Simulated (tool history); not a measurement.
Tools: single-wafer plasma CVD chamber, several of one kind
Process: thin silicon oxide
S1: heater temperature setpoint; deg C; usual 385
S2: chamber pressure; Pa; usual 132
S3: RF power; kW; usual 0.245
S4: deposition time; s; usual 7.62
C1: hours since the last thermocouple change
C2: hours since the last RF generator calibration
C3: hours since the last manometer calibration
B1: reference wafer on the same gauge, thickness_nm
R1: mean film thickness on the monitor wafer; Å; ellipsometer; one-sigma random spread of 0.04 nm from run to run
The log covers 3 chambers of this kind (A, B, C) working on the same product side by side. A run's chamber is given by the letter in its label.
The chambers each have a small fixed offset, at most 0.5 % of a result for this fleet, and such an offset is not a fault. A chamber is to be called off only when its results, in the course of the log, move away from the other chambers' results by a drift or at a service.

Run 1B, day 0.188: usual settings; C1 1097.7; C2 1983.6; C3 1027.0; B1 12.702. Result: R1 154.07 Å.
Run 2C, day 0.467: usual settings; C1 414.9; C2 1708.0; C3 440.2; B1 12.697. Result: R1 155.83 Å.
Run 3A, day 0.621: usual settings; C1 1784.4; C2 1115.0; C3 1880.7; B1 12.710. Result: R1 154.48 Å.
Run 4B, day 0.854: usual settings; C1 1113.7; C2 1999.6; C3 1043.0; B1 12.701. Result: R1 154.26 Å.
Run 5C, day 1.112: usual settings but S2 144 Pa; C1 430.4; C2 1723.5; C3 455.7; B1 12.705. Result: R1 163.96 Å.
Run 6A, day 1.375: usual settings but S2 144 Pa; C1 1802.5; C2 1133.1; C3 1898.8; B1 12.704. Result: R1 164.43 Å.
Run 7B, day 1.554: usual settings but S2 144 Pa; C1 1130.5; C2 2016.4; C3 1059.8; B1 12.701. Result: R1 163.71 Å.
Run 8C, day 1.779: usual settings; C1 446.4; C2 1739.5; C3 471.7; B1 12.704. Result: R1 156.48 Å.
Run 9A, day 2.067: usual settings; C1 1819.1; C2 1149.7; C3 1915.4; B1 12.697. Result: R1 154.92 Å.
Run 10B, day 2.238: usual settings; C1 1146.9; C2 2032.8; C3 1076.2; B1 12.700. Result: R1 153.48 Å.
Run 11C, day 2.392: usual settings; C1 461.1; C2 1754.2; C3 486.4; B1 12.700. Result: R1 155.50 Å.
Run 12A, day 2.625: usual settings; C1 1832.5; C2 1163.1; C3 1928.8; B1 12.698. Result: R1 155.15 Å.
Run 13A, day 2.846: usual settings; C1 1837.8; C2 1168.4; C3 1934.1; B1 12.692. Result: R1 154.93 Å.
Run 14B, day 3.112: usual settings; C1 1167.9; C2 2053.8; C3 1097.2; B1 12.705. Result: R1 154.57 Å.
Run 15C, day 3.296: usual settings; C1 482.8; C2 1775.9; C3 508.1; B1 12.697. Result: R1 153.78 Å.
Run 16C, day 3.621: usual settings; C1 490.6; C2 1783.7; C3 515.9; B1 12.710. Result: R1 154.35 Å.
Run 17A, day 3.804: usual settings; C1 1860.8; C2 1191.4; C3 1957.1; B1 12.700. Result: R1 154.81 Å.
Run 18B, day 4.088: usual settings but S3 0.265 kW; C1 1191.3; C2 2077.2; C3 1120.6; B1 12.709. Result: R1 159.76 Å.
Run 19C, day 4.254: usual settings but S3 0.265 kW; C1 505.8; C2 1798.9; C3 531.1; B1 12.697. Result: R1 160.01 Å.
At day 4.275: chamber B: thermocouple changed; heater temperature recalibrated.
Run 20B, day 4.562: usual settings but S3 0.265 kW; C1 6.9; C2 2088.6; C3 1132.0; B1 12.695. Result: R1 160.44 Å.
Run 21A, day 4.838: usual settings but S1 371 deg C; C1 1885.6; C2 1216.2; C3 1981.9; B1 12.698. Result: R1 156.30 Å.
Run 22A, day 5.054: usual settings but S1 371 deg C; C1 1890.8; C2 1221.4; C3 1987.1; B1 12.705. Result: R1 155.76 Å.
Run 23B, day 5.258: usual settings but S1 371 deg C; C1 23.6; C2 2105.3; C3 1148.7; B1 12.707. Result: R1 155.69 Å.
Run 24C, day 5.442: usual settings; C1 534.3; C2 1827.4; C3 559.6; B1 12.705. Result: R1 153.04 Å.
Run 25A, day 5.642: usual settings; C1 1904.9; C2 1235.5; C3 2001.2; B1 12.707. Result: R1 155.12 Å.
Run 26C, day 5.821: usual settings; C1 543.4; C2 1836.5; C3 568.7; B1 12.698. Result: R1 152.97 Å.
Run 27B, day 6.125: usual settings; C1 44.4; C2 2126.1; C3 1169.5; B1 12.707. Result: R1 153.76 Å.
Run 28A, day 6.317: usual settings; C1 1921.1; C2 1251.7; C3 2017.4; B1 12.692. Result: R1 154.33 Å.
Run 29B, day 6.504: usual settings but S1 396 deg C, S3 0.290 kW; C1 53.5; C2 2135.2; C3 1178.6; B1 12.703. Result: R1 164.47 Å.
Run 30C, day 6.771: usual settings but S1 396 deg C, S3 0.290 kW; C1 566.2; C2 1859.3; C3 591.5; B1 12.708. Result: R1 162.89 Å.
Run 31C, day 7.062: usual settings but S1 396 deg C, S3 0.290 kW; C1 573.2; C2 1866.3; C3 598.5; B1 12.702. Result: R1 162.61 Å.
Run 32A, day 7.404: usual settings; C1 1947.2; C2 1277.8; C3 2043.5; B1 12.704. Result: R1 154.58 Å.
Run 33B, day 7.721: usual settings; C1 82.7; C2 2164.4; C3 1207.8; B1 12.708. Result: R1 154.81 Å.
Run 34C, day 8.062: usual settings but S3 0.260 kW; C1 597.2; C2 1890.3; C3 622.5; B1 12.703. Result: R1 154.66 Å.
Run 35B, day 8.308: usual settings but S3 0.260 kW; C1 96.8; C2 2178.5; C3 1221.9; B1 12.705. Result: R1 158.61 Å.

One chamber off, gauge drift, or nothing amiss beyond the chambers' own small offsets? If it is a chamber, which one, and what is the likeliest cause?

One chamber, C, drifts off from the rest bit by bit.
Likeliest cause: true pressure below the setpoint (%) = 4.17.
The log may not separate it from: delivered RF power below the setpoint (%).

Which of the 4 candidates below, each the usual settings with something changed and its results left as question marks, puts chamber C back in line with what the other chambers give on the usual settings?
In line means no further than this from the other chambers' mean on the usual settings: R1 1.40 Å
Run 36C-1, day 8.558: usual settings but S2 128.3 Pa. Result: R1 ?.
Run 36C-2, day 8.558: usual settings but S2 128.3 Pa, S3 0.240 kW, S4 7.45 s. Result: R1 ?.
Run 36C-3, day 8.558: usual settings but S2 136.7 Pa, S4 7.83 s. Result: R1 ?.
Run 36C-4, day 8.558: usual settings but S2 134.0 Pa, S4 7.71 s. Result: R1 ?.

Mean of the other chambers on the usual settings: R1 154.57 Å
  run      R1
36C-1  146.84
36C-2  142.20
36C-3  159.03
36C-4  154.20
The right change is 36C-4: it brings the chamber back within the allowed miss of the others.
